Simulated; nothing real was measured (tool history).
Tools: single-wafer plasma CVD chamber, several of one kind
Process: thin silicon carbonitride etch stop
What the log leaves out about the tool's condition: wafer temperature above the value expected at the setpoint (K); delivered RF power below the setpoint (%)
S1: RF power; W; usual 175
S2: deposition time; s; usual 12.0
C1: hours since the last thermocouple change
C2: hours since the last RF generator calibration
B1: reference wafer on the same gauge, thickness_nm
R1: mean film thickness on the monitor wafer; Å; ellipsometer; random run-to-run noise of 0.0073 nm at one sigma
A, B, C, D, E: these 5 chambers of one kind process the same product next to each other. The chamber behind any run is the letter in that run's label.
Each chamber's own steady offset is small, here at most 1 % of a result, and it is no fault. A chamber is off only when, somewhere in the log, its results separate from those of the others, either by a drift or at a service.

{"run": "1C", "day": 0.146, "S1": 175, "S2": 12.0, "C1": 1068.1, "C2": 757.0, "B1": 6.6912, "R1": 65.922}
{"run": "2E", "day": 0.367, "S1": 175, "S2": 12.0, "C1": 19.4, "C2": 1268.0, "B1": 6.6883, "R1": 65.283}
{"run": "3D", "day": 0.667, "S1": 175, "S2": 12.0, "C1": 71.4, "C2": 271.0, "B1": 6.6859, "R1": 65.27}
{"run": "4B", "day": 0.833, "S1": 175, "S2": 12.0, "C1": 1523.3, "C2": 394.8, "B1": 6.6859, "R1": 65.845}
{"run": "5A", "day": 0.979, "S1": 175, "S2": 12.0, "C1": 529.7, "C2": 818.2, "B1": 6.687, "R1": 66.054}
{"run": "6C", "day": 1.238, "S1": 175, "S2": 12.0, "C1": 1094.3, "C2": 783.2, "B1": 6.6865, "R1": 65.805}
{"run": "7B", "day": 1.504, "S1": 175, "S2": 12.0, "C1": 1539.4, "C2": 410.9, "B1": 6.6844, "R1": 65.638}
{"run": "8A", "day": 1.829, "S1": 175, "S2": 13.6, "C1": 550.1, "C2": 838.6, "B1": 6.682, "R1": 74.755}
{"run": "9D", "day": 2.008, "S1": 175, "S2": 13.6, "C1": 103.6, "C2": 303.2, "B1": 6.6818, "R1": 73.91}
{"run": "10E", "day": 2.325, "S1": 175, "S2": 13.6, "C1": 66.4, "C2": 1315.0, "B1": 6.6825, "R1": 73.88}
{"run": "11C", "day": 2.621, "S1": 175, "S2": 13.6, "C1": 1127.5, "C2": 816.4, "B1": 6.6792, "R1": 74.561}
{"run": "12E", "day": 2.883, "S1": 175, "S2": 13.6, "C1": 79.8, "C2": 1328.4, "B1": 6.6767, "R1": 73.722}
{"run": "13D", "day": 3.2, "S1": 175, "S2": 12.0, "C1": 132.2, "C2": 331.8, "B1": 6.6779, "R1": 65.112}
{"day": 3.412, "done": "chamber E: RF generator calibrated"}
{"run": "14A", "day": 3.442, "S1": 175, "S2": 12.0, "C1": 588.8, "C2": 877.3, "B1": 6.6783, "R1": 65.948}
{"run": "15B", "day": 3.771, "S1": 175, "S2": 12.0, "C1": 1593.8, "C2": 465.3, "B1": 6.675, "R1": 65.582}
{"run": "16E", "day": 3.979, "S1": 175, "S2": 12.0, "C1": 106.1, "C2": 13.6, "B1": 6.6725, "R1": 65.037}
{"day": 4.2, "done": "chamber A: RF generator calibrated"}
{"run": "17D", "day": 4.233, "S1": 175, "S2": 12.9, "C1": 157.0, "C2": 356.6, "B1": 6.674, "R1": 69.993}
{"run": "18C", "day": 4.425, "S1": 175, "S2": 12.9, "C1": 1170.8, "C2": 859.7, "B1": 6.6736, "R1": 70.562}
{"run": "19A", "day": 4.638, "S1": 175, "S2": 12.9, "C1": 617.5, "C2": 10.5, "B1": 6.6743, "R1": 70.799}
{"run": "20B", "day": 4.842, "S1": 175, "S2": 12.9, "C1": 1619.5, "C2": 491.0, "B1": 6.6715, "R1": 70.428}
{"run": "21D", "day": 5.038, "S1": 175, "S2": 12.9, "C1": 176.3, "C2": 375.9, "B1": 6.671, "R1": 70.222}
{"run": "22E", "day": 5.258, "S1": 175, "S2": 12.0, "C1": 136.8, "C2": 44.3, "B1": 6.6697, "R1": 65.073}
{"run": "23C", "day": 5.433, "S1": 175, "S2": 12.0, "C1": 1195.0, "C2": 883.9, "B1": 6.6707, "R1": 65.519}
{"run": "24B", "day": 5.592, "S1": 175, "S2": 12.0, "C1": 1637.5, "C2": 509.0, "B1": 6.6699, "R1": 65.595}
{"run": "25A", "day": 5.892, "S1": 175, "S2": 10.4, "C1": 647.6, "C2": 40.6, "B1": 6.6656, "R1": 56.958}
{"run": "26A", "day": 6.162, "S1": 175, "S2": 10.4, "C1": 654.1, "C2": 47.1, "B1": 6.6659, "R1": 57.065}
{"run": "27C", "day": 6.375, "S1": 175, "S2": 10.4, "C1": 1217.6, "C2": 906.5, "B1": 6.6672, "R1": 56.945}
{"run": "28B", "day": 6.642, "S1": 175, "S2": 10.4, "C1": 1662.7, "C2": 534.2, "B1": 6.666, "R1": 56.753}
{"run": "29D", "day": 6.946, "S1": 175, "S2": 10.4, "C1": 222.1, "C2": 421.7, "B1": 6.6623, "R1": 56.502}
{"run": "30E", "day": 7.183, "S1": 175, "S2": 12.0, "C1": 183.0, "C2": 90.5, "B1": 6.6615, "R1": 64.98}
{"run": "31D", "day": 7.496, "S1": 175, "S2": 12.0, "C1": 235.3, "C2": 434.9, "B1": 6.6625, "R1": 65.119}
{"run": "32B", "day": 7.642, "S1": 175, "S2": 12.0, "C1": 1686.7, "C2": 558.2, "B1": 6.6601, "R1": 65.382}

Each of the 5 chambers runs these same settings next. Fill in every chamber's results:
{"run": "33A", "day": 7.883, "S1": 175, "S2": 12.0, "R1": "?"}
{"run": "33B", "day": 7.883, "S1": 175, "S2": 12.0, "R1": "?"}
{"run": "33C", "day": 7.883, "S1": 175, "S2": 12.0, "R1": "?"}
{"run": "33D", "day": 7.883, "S1": 175, "S2": 12.0, "R1": "?"}
{"run": "33E", "day": 7.883, "S1": 175, "S2": 12.0, "R1": "?"}

run=33A R1=65.750
run=33B R1=65.362
run=33C R1=65.619
run=33D R1=65.045
run=33E R1=65.038

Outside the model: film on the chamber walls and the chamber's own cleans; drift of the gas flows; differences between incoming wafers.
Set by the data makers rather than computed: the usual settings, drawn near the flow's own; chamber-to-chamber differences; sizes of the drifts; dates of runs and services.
